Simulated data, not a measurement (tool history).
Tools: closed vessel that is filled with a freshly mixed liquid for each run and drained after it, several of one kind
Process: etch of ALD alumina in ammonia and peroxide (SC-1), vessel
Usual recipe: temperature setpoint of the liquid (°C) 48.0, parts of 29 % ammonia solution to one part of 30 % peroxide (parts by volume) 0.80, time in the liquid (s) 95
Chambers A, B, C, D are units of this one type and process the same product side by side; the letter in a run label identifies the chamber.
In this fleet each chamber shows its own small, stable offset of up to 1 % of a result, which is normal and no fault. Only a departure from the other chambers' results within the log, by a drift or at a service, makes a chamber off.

run    day  temperature setpoint of the liquid (°C)  parts of 29 % ammonia solution to one part of 30 % peroxide (parts by volume)  time in the liquid (s)  read-back film thickness of the ALD alumina reference wafer, read on the same gauge (nm)  thickness taken off the ALD alumina on a monitor wafer (angstrom)
 1B  0.154                                     48.0                                                                           0.80                      95                                                                                    130.00                                                             74.198
 2A  0.279                                     48.0                                                                           0.80                      95                                                                                    130.03                                                             74.370
 3D  0.442                                     48.0                                                                           0.80                      95                                                                                    129.97                                                             74.098
 4C  0.675                                     48.0                                                                           0.80                      95                                                                                    130.02                                                             73.854
 5B  0.796                                     48.0                                                                           0.80                      95                                                                                    129.99                                                             73.623
 6A  0.992                                     48.0                                                                           0.80                      95                                                                                    129.96                                                             75.013
 7C  1.133                                     48.0                                                                           0.80                      95                                                                                    130.02                                                             74.399
 8D  1.367                                     48.0                                                                           0.80                      95                                                                                    129.99                                                             74.074
 9A  1.542                                     48.0                                                                           0.80                      95                                                                                    129.96                                                             74.396
     1.646  -- chamber B: thermometer replaced
10B  1.771                                     48.0                                                                           0.80                     130                                                                                    129.94                                                            101.410
11C  1.929                                     48.0                                                                           0.80                     130                                                                                    130.01                                                            101.230
12D  2.142                                     48.0                                                                           0.80                     130                                                                                    129.99                                                            101.700
13A  2.258                                     48.0                                                                           0.80                     130                                                                                    130.02                                                            100.560
14C  2.388                                     48.0                                                                           0.80                      95                                                                                    129.96                                                             73.921
15B  2.625                                     48.0                                                                           0.80                      95                                                                                    129.95                                                             75.795
16D  2.771                                     48.0                                                                           0.80                      95                                                                                    129.99                                                             73.704
17D  2.996                                     48.0                                                                           0.80                      95                                                                                    130.01                                                             73.511
18C  3.129                                     48.0                                                                           0.80                      95                                                                                    129.98                                                             74.446
19A  3.258                                     48.0                                                                           0.45                     135                                                                                    129.98                                                             96.691
20B  3.425                                     48.0                                                                           0.45                     135                                                                                    130.02                                                            100.420
21C  3.588                                     48.0                                                                           0.45                     135                                                                                    129.99                                                             98.790
22A  3.829                                     48.0                                                                           0.45                     135                                                                                    130.01                                                             96.836
23D  4.021                                     48.0                                                                           0.80                      95                                                                                    130.02                                                             73.408
24B  4.212                                     48.0                                                                           0.80                      95                                                                                    130.00                                                             74.358
25D  4.446                                     48.0                                                                           0.80                      95                                                                                    130.05                                                             74.926
26B  4.592                                     48.0                                                                           0.80                      95                                                                                    129.97                                                             74.133
27A  4.721                                     48.0                                                                           0.80                      95                                                                                    129.98                                                             70.374
     4.796  -- chamber A: new drum of ammonia solution connected
28C  4.833                                     48.0                                                                           0.80                      95                                                                                    129.96                                                             74.955
29B  4.938                                     48.0                                                                           0.80                      95                                                                                    130.00                                                             75.200
30C  5.054                                     48.0                                                                           0.80                      95                                                                                    129.98                                                             74.697
31D  5.292                                     48.0                                                                           0.80                      95                                                                                    129.94                                                             74.641
32A  5.475                                     48.0                                                                           0.80                      95                                                                                    129.98                                                             70.297
33C  5.596                                     48.0                                                                           0.80                      95                                                                                    130.02                                                             74.752
     5.750  -- chamber C: thermometer replaced
34A  5.800                                     48.0                                                                           0.80                      75                                                                                    129.98                                                             55.549
35D  5.996                                     48.0                                                                           0.80                      75                                                                                    129.98                                                             58.181
36B  6.162                                     48.0                                                                           0.80                      75                                                                                    130.02                                                             58.902
37B  6.296                                     48.0                                                                           0.80                      75                                                                                    129.93                                                             58.677
38D  6.521                                     48.0                                                                           0.80                      50                                                                                    130.02                                                             38.034
39C  6.675                                     48.0                                                                           0.80                      50                                                                                    130.00                                                             39.974
40A  6.850                                     48.0                                                                           0.80                      50                                                                                    129.99                                                             35.761
41C  7.079                                     48.0                                                                           0.80                      50                                                                                    130.00                                                             39.056
42D  7.212                                     48.0                                                                           0.80                      95                                                                                    129.98                                                             73.290
43A  7.321                                     48.0                                                                           1.10                      95                                                                                    130.07                                                             69.282
44B  7.517                                     48.0                                                                           1.10                      95                                                                                    129.97                                                             76.873

Which is it: a chamber that has drifted or been left off by a service, a gauge drift common to all chambers, or only each chamber's usual small offset? If a chamber is off, name it and its likeliest cause.

One chamber, A, drifts off from the rest bit by bit.
Most likely cause: liquid colder than its thermometer reads (K) = 1.81.

Chamber A could run next with any of the 4 candidate recipes listed below; each alters the usual settings, and their results appear as question marks. Which one brings its results back in line with what the other chambers deliver on the usual settings?
In line means no further than this from the other chambers' mean on the usual settings: thickness taken off the ALD alumina on a monitor wafer (angstrom) 2.300
45A-1  7.688                                     46.5                                                                           0.80                      85                                                                                                                                                            ?
45A-2  7.688                                     46.5                                                                           0.80                      95                                                                                                                                                            ?
45A-3  7.688                                     50.0                                                                           0.80                     105                                                                                                                                                            ?
45A-4  7.688                                     49.0                                                                           0.80                     100                                                                                                                                                            ?

Usual-settings mean across the other chambers: thickness taken off the ALD alumina on a monitor wafer (angstrom) 74.176
  run  thickness taken off the ALD alumina on a monitor wafer (angstrom)
45A-1                                                             54.836
45A-2                                                             61.287
45A-3                                                             82.376
45A-4                                                             74.230
It is 45A-4 that realigns the chamber with its peers.
